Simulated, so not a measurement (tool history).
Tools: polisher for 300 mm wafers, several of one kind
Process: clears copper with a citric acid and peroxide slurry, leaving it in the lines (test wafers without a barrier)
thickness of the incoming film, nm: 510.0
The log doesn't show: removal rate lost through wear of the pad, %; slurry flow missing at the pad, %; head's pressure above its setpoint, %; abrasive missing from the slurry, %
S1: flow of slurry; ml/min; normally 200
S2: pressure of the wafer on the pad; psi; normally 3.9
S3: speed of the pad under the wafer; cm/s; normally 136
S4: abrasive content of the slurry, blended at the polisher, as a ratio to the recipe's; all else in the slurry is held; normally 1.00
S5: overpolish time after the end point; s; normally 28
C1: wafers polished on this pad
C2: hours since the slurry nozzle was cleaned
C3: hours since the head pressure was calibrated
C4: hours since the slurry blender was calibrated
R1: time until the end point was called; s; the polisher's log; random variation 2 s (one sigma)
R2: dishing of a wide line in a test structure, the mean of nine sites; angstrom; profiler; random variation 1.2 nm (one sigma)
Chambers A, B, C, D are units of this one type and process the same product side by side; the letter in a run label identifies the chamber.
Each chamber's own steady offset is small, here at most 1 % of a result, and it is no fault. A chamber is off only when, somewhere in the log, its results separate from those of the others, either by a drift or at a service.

run	day	S1	S2	S3	S4	S5	C1	C2	C3	C4	R1	R2
1A	0.192	200	3.9	136	1.00	28	41	209.3	35.6	126.6	125.86	725.53
2C	0.400	200	3.9	136	1.00	28	412	45.2	948.4	26.7	125.99	727.27
3B	0.579	200	3.9	136	1.00	28	383	350.9	130.5	76.2	123.18	703.34
# day 0.696: chamber A: slurry blender recalibrated
4D	0.738	200	3.9	136	1.00	28	141	157.4	1047.1	287.6	122.71	716.65
5C	0.975	200	3.9	136	1.00	28	470	59.0	962.2	40.5	125.79	699.96
6A	1.192	200	3.9	136	1.00	28	142	233.3	59.6	12.0	124.01	725.04
7D	1.358	200	3.9	136	1.00	28	204	172.3	1062.0	302.5	126.44	719.62
# day 1.479: chamber D: slurry blender recalibrated
8B	1.646	200	3.9	136	1.00	28	491	376.5	156.1	101.8	124.36	713.68
9A	1.896	200	3.9	136	1.00	28	213	250.2	76.5	28.9	124.71	706.34
10C	2.058	200	3.9	136	1.00	28	580	85.0	988.2	66.5	126.35	721.41
11B	2.238	200	3.9	136	1.00	28	551	390.7	170.3	116.0	123.65	714.34
12D	2.417	200	3.9	136	1.00	28	311	197.7	1087.4	22.5	122.67	738.81
# day 2.454: chamber B: worn pad replaced by a new one
13D	2.712	200	3.9	136	1.00	28	341	204.8	1094.5	29.6	122.11	697.08
14B	2.954	200	3.9	136	1.00	28	50	407.9	187.5	133.2	126.18	725.19
15A	3.254	200	3.9	136	1.00	12	351	282.8	109.1	61.5	129.13	366.65
# day 3.400: chamber B: slurry nozzle cleaned
16C	3.438	200	3.9	136	1.00	12	720	118.1	1021.3	99.6	123.35	350.33
# day 3.538: chamber C: slurry blender recalibrated
17A	3.658	200	3.9	136	1.00	12	392	292.5	118.8	71.2	123.94	367.75
18C	3.804	200	3.9	136	1.00	12	757	126.9	1030.1	6.4	123.84	361.75
19B	4.029	200	3.9	136	1.00	28	160	15.2	213.3	159.0	120.27	704.58
20D	4.167	200	2.6	136	1.20	28	489	239.7	1129.4	64.5	178.94	534.79
21A	4.467	200	2.6	136	1.20	28	474	311.9	138.2	90.6	180.69	527.25
22B	4.638	200	2.6	136	1.20	28	221	29.8	227.9	173.6	171.71	525.24
23D	4.917	200	2.6	136	1.20	28	565	257.7	1147.4	82.5	180.37	517.87
24C	5.088	200	3.9	136	1.00	28	888	157.7	1060.9	37.2	124.57	715.44
# day 5.100: chamber C: head pressure recalibrated
# day 5.175: chamber C: worn pad replaced by a new one
25D	5.396	200	3.9	136	1.00	28	613	269.2	1158.9	94.0	124.44	751.24
26C	5.658	200	3.9	136	1.00	36	49	171.4	13.5	50.9	126.07	854.90
27A	5.846	200	3.9	136	1.00	36	614	345.0	171.3	123.7	123.80	860.26
# day 5.988: chamber A: slurry nozzle cleaned
28B	6.133	200	3.9	136	1.00	36	373	65.7	263.8	209.5	120.08	887.66
29D	6.283	200	3.9	136	1.00	36	703	290.5	1180.2	115.3	124.25	863.17
# day 6.508: chamber A: slurry blender recalibrated
30B	6.575	200	3.9	136	1.00	28	418	76.3	274.4	220.1	120.16	717.16
31C	6.804	200	3.9	136	1.00	28	165	198.9	41.0	78.4	124.42	740.84
32A	7.017	200	3.9	136	0.85	28	733	24.8	199.4	12.3	127.46	708.55
33C	7.292	200	3.9	136	0.85	28	215	210.6	52.7	90.1	127.32	692.12
34B	7.583	200	3.9	136	0.85	28	520	100.5	298.6	244.3	128.93	691.34
35A	7.733	200	3.9	136	0.85	28	806	42.0	216.6	29.5	128.76	686.86
36D	8.017	200	3.9	136	1.00	28	879	332.1	1221.8	156.9	121.05	745.55

All 4 chambers run these settings next. Forecast each chamber's results:
37A	8.238	265	3.9	136	1.00	28					?	?
37B	8.238	265	3.9	136	1.00	28					?	?
37C	8.238	265	3.9	136	1.00	28					?	?
37D	8.238	265	3.9	136	1.00	28					?	?

run	R1	R2
37A	121.10	720.93
37B	120.69	731.66
37C	120.23	727.75
37D	117.61	731.60
